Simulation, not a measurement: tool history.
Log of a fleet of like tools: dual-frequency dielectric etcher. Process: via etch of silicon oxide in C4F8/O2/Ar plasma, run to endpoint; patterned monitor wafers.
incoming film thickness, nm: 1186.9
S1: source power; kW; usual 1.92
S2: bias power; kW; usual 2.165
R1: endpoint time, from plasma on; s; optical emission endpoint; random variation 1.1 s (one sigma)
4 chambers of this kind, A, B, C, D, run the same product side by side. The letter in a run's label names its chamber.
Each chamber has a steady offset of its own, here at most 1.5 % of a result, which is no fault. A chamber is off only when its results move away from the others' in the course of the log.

run 1D hour=3.4 | S1=1.92 S2=2.165 | R1=230.37
run 2B hour=7.2 | S1=1.92 S2=2.165 | R1=232.25
run 3C hour=11.9 | S1=1.92 S2=2.165 | R1=235.42
run 4A hour=16.5 | S1=1.92 S2=2.165 | R1=233.63
run 5C hour=23.1 | S1=2.38 S2=2.671 | R1=202.54
run 6B hour=26.3 | S1=2.38 S2=2.671 | R1=200.3
run 7D hour=29.8 | S1=2.38 S2=2.671 | R1=200.86
run 8A hour=34.9 | S1=2.38 S2=2.671 | R1=201.1
run 9A hour=40.6 | S1=1.92 S2=2.165 | R1=235.02
run 10D hour=44 | S1=1.74 S2=2.165 | R1=238.64
run 11B hour=49.6 | S1=1.74 S2=2.165 | R1=242.94
run 12C hour=53.3 | S1=1.74 S2=2.165 | R1=242.87
run 13A hour=58.1 | S1=1.74 S2=2.165 | R1=241.05
run 14D hour=61.5 | S1=2.19 S2=2.559 | R1=209.95
run 15B hour=65.1 | S1=2.19 S2=2.559 | R1=210.97
run 16C hour=71.7 | S1=2.19 S2=2.559 | R1=211.21
run 17A hour=75.4 | S1=2.19 S2=2.559 | R1=210.4
run 18C hour=80.6 | S1=1.92 S2=2.165 | R1=236.11
run 19D hour=87.8 | S1=1.92 S2=2.165 | R1=232.19
run 20B hour=93.7 | S1=1.92 S2=2.165 | R1=234.93
run 21C hour=99.6 | S1=1.92 S2=2.165 | R1=236.78
run 22A hour=105 | S1=1.92 S2=2.165 | R1=233.64
run 23B hour=110.7 | S1=1.92 S2=2.165 | R1=230.79
run 24D hour=116.5 | S1=1.92 S2=2.165 | R1=234.17
run 25B hour=122.9 | S1=1.92 S2=2.165 | R1=230.85
run 26D hour=126.3 | S1=1.92 S2=2.165 | R1=234.71
run 27A hour=131.5 | S1=1.69 S2=2.533 | R1=232.25
run 28C hour=136.8 | S1=1.69 S2=2.533 | R1=235.55
run 29C hour=141.4 | S1=1.69 S2=2.533 | R1=235.96
run 30A hour=145.5 | S1=1.69 S2=2.533 | R1=233.61
run 31B hour=152.7 | S1=1.92 S2=2.165 | R1=231.49
run 32D hour=159.9 | S1=1.92 S2=2.165 | R1=238.99
run 33D hour=164.8 | S1=1.92 S2=2.165 | R1=238.67
run 34A hour=169 | S1=1.92 S2=2.165 | R1=232.58
run 35C hour=173.1 | S1=1.92 S2=2.165 | R1=235.84
run 36B hour=180.5 | S1=2.39 S2=2.165 | R1=215.64
run 37B hour=186.6 | S1=2.39 S2=2.165 | R1=213.93
run 38A hour=191.9 | S1=2.39 S2=2.165 | R1=213.01
run 39D hour=196.3 | S1=2.39 S2=2.165 | R1=223.33
run 40C hour=201 | S1=1.92 S2=1.925 | R1=244.62
run 41A hour=207.2 | S1=1.92 S2=1.925 | R1=242.83
run 42B hour=214.2 | S1=1.92 S2=1.925 | R1=242.12

Is one chamber off against the others, does the gauge drift, or is nothing wrong? If a chamber is off, say which, and what the likeliest cause is.

Chamber D drifts away from the others.
Cause: etch rate under this chamber's usual, % = 5.09.

Here are 4 candidates for chamber D's next run, each the usual settings with a change, their results left as question marks. Which one brings its results back in line with what the others give on the usual settings?
In line means no further than this from the other chambers' mean on the usual settings: R1 3.9 s
run 43D-1 hour=219.5 | S1=2.14 S2=2.351 | R1=?
run 43D-2 hour=219.5 | S1=2.12 S2=2.165 | R1=?
run 43D-3 hour=219.5 | S1=1.79 S2=2.058 | R1=?
run 43D-4 hour=219.5 | S1=1.58 S2=2.165 | R1=?

The other chambers' mean on the usual settings: R1 233.88 s
run=43D-1 R1=227.44
run=43D-2 R1=233.9
run=43D-3 R1=253.7
run=43D-4 R1=262.4
43D-2 brings the chamber back in line.
